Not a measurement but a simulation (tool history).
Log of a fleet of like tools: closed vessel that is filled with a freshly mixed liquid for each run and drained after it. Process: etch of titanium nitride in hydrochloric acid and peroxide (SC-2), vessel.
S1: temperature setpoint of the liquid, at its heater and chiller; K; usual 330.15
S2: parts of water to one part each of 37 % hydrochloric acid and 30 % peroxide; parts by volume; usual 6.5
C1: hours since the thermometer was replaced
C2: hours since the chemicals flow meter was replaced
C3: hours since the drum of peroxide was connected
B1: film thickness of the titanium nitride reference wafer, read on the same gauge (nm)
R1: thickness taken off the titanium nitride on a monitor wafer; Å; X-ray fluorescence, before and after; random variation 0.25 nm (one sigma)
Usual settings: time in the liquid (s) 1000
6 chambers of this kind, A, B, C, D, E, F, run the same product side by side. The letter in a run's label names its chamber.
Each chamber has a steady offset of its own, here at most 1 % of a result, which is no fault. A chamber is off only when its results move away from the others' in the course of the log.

Run 1F, hour 4.2: usual settings; C1 460.5; C2 724.8; C3 83.8; B1 99.989. Result: R1 381.89 Å.
Run 2D, hour 9.0: usual settings; C1 1660.2; C2 330.1; C3 781.7; B1 99.997. Result: R1 375.64 Å.
Run 3C, hour 11.9: usual settings; C1 255.3; C2 1951.5; C3 969.7; B1 99.995. Result: R1 373.14 Å.
Run 4E, hour 17.5: usual settings; C1 1496.0; C2 279.9; C3 113.5; B1 100.010. Result: R1 376.23 Å.
Run 5A, hour 22.1: usual settings but S2 7.5 parts by volume; C1 438.4; C2 31.0; C3 158.4; B1 100.020. Result: R1 340.47 Å.
Run 6B, hour 26.1: usual settings but S2 7.5 parts by volume; C1 1821.3; C2 723.6; C3 361.0; B1 100.000. Result: R1 337.92 Å.
Run 7E, hour 31.8: usual settings but S2 7.5 parts by volume; C1 1510.3; C2 294.2; C3 127.8; B1 100.010. Result: R1 338.60 Å.
Run 8B, hour 36.7: usual settings but S2 7.5 parts by volume; C1 1831.9; C2 734.2; C3 371.6; B1 100.020. Result: R1 340.07 Å.
Run 9A, hour 41.6: usual settings but S2 7.5 parts by volume; C1 457.9; C2 50.5; C3 177.9; B1 99.993. Result: R1 346.49 Å.
Run 10D, hour 47.2: usual settings but S2 7.5 parts by volume; C1 1698.4; C2 368.3; C3 819.9; B1 100.050. Result: R1 331.51 Å.
Run 11C, hour 51.9: usual settings; C1 295.3; C2 1991.5; C3 1009.7; B1 100.030. Result: R1 378.70 Å.
Run 12F, hour 57.2: usual settings; C1 513.5; C2 777.8; C3 136.8; B1 100.010. Result: R1 377.34 Å.
Run 13B, hour 63.3: usual settings; C1 1858.5; C2 760.8; C3 398.2; B1 99.997. Result: R1 378.38 Å.
Run 14C, hour 69.4: usual settings; C1 312.8; C2 2009.0; C3 1027.2; B1 99.958. Result: R1 374.47 Å.
Run 15F, hour 73.7: usual settings; C1 530.0; C2 794.3; C3 153.3; B1 99.973. Result: R1 376.09 Å.
Run 16D, hour 77.3: usual settings but S1 324.65 K; C1 1728.5; C2 398.4; C3 850.0; B1 100.030. Result: R1 266.80 Å.
Run 17E, hour 80.8: usual settings but S1 324.65 K; C1 1559.3; C2 343.2; C3 176.8; B1 99.996. Result: R1 263.84 Å.
Run 18A, hour 83.7: usual settings but S1 324.65 K; C1 500.0; C2 92.6; C3 220.0; B1 100.050. Result: R1 267.97 Å.
Run 19F, hour 88.8: usual settings but S1 324.65 K; C1 545.1; C2 809.4; C3 168.4; B1 100.010. Result: R1 267.03 Å.
Run 20B, hour 93.0: usual settings but S1 324.65 K; C1 1888.2; C2 790.5; C3 427.9; B1 99.998. Result: R1 265.18 Å.
Run 21C, hour 95.9: usual settings but S1 324.65 K; C1 339.3; C2 2035.5; C3 1053.7; B1 100.010. Result: R1 262.89 Å.
Run 22A, hour 98.6: usual settings; C1 514.9; C2 107.5; C3 234.9; B1 100.000. Result: R1 382.50 Å.
Run 23E, hour 104.6: usual settings; C1 1583.1; C2 367.0; C3 200.6; B1 100.010. Result: R1 380.39 Å.
Run 24D, hour 107.8: usual settings; C1 1759.0; C2 428.9; C3 880.5; B1 99.998. Result: R1 391.33 Å.
Run 25C, hour 113.3: usual settings but S2 8.0 parts by volume, time in the liquid (s) 615; C1 356.7; C2 2052.9; C3 1071.1; B1 99.976. Result: R1 193.73 Å.
Run 26E, hour 118.2: usual settings but S2 8.0 parts by volume, time in the liquid (s) 615; C1 1596.7; C2 380.6; C3 214.2; B1 100.000. Result: R1 197.99 Å.
Run 27A, hour 121.8: usual settings but S2 8.0 parts by volume, time in the liquid (s) 615; C1 538.1; C2 130.7; C3 258.1; B1 100.050. Result: R1 201.62 Å.
Run 28B, hour 126.0: usual settings but S2 8.0 parts by volume, time in the liquid (s) 615; C1 1921.2; C2 823.5; C3 460.9; B1 100.010. Result: R1 201.11 Å.
Run 29D, hour 128.9: usual settings but S2 8.0 parts by volume, time in the liquid (s) 615; C1 1780.1; C2 450.0; C3 901.6; B1 99.969. Result: R1 205.64 Å.
Run 30F, hour 132.1: usual settings but S2 8.0 parts by volume, time in the liquid (s) 615; C1 588.4; C2 852.7; C3 211.7; B1 99.998. Result: R1 198.26 Å.
Run 31B, hour 135.1: usual settings; C1 1930.3; C2 832.6; C3 470.0; B1 100.000. Result: R1 382.25 Å.
Run 32F, hour 139.7: usual settings; C1 596.0; C2 860.3; C3 219.3; B1 99.979. Result: R1 382.05 Å.
Run 33C, hour 145.1: usual settings; C1 388.5; C2 2084.7; C3 1102.9; B1 100.010. Result: R1 373.88 Å.
Run 34E, hour 150.6: usual settings; C1 1629.1; C2 413.0; C3 246.6; B1 100.010. Result: R1 380.01 Å.
Run 35A, hour 156.2: usual settings but S1 325.15 K, time in the liquid (s) 810; C1 572.5; C2 165.1; C3 292.5; B1 99.994. Result: R1 224.64 Å.
Run 36D, hour 160.7: usual settings but S1 325.15 K, time in the liquid (s) 810; C1 1811.9; C2 481.8; C3 933.4; B1 99.998. Result: R1 236.18 Å.
Run 37D, hour 163.7: usual settings but S1 325.15 K, time in the liquid (s) 810; C1 1814.9; C2 484.8; C3 936.4; B1 100.010. Result: R1 234.90 Å.
Run 38C, hour 166.7: usual settings but S1 325.15 K, time in the liquid (s) 810; C1 410.1; C2 2106.3; C3 1124.5; B1 100.000. Result: R1 218.65 Å.

What goes on in this fleet: one chamber off, a drifting gauge, or nothing beyond the chambers' own small offsets? Name the chamber and the cause, if any.

Chamber D drifts away from the others.
Cause: liquid hotter than its thermometer reads (K) = 1.22.
The log may not tell that from: chemicals flow above the setpoint (%).

Here are 4 candidates for chamber D's next run, each the usual settings with a change, their results left as question marks. Which one brings its results back in line with what the others give on the usual settings?
In line means no further than this from the other chambers' mean on the usual settings: R1 8.60 Å
Run 39D-1, hour 171.1: usual settings but S1 330.65 K. Result: R1 ?.
Run 39D-2, hour 171.1: usual settings but time in the liquid (s) 930. Result: R1 ?.
Run 39D-3, hour 171.1: usual settings but time in the liquid (s) 985. Result: R1 ?.
Run 39D-4, hour 171.1: usual settings but S2 6.0 parts by volume. Result: R1 ?.

The other chambers' mean on the usual settings: R1 379.24 Å
  run      R1
39D-1  419.39
39D-2  377.88
39D-3  400.23
39D-4  431.66
39D-2 brings the chamber back in line.
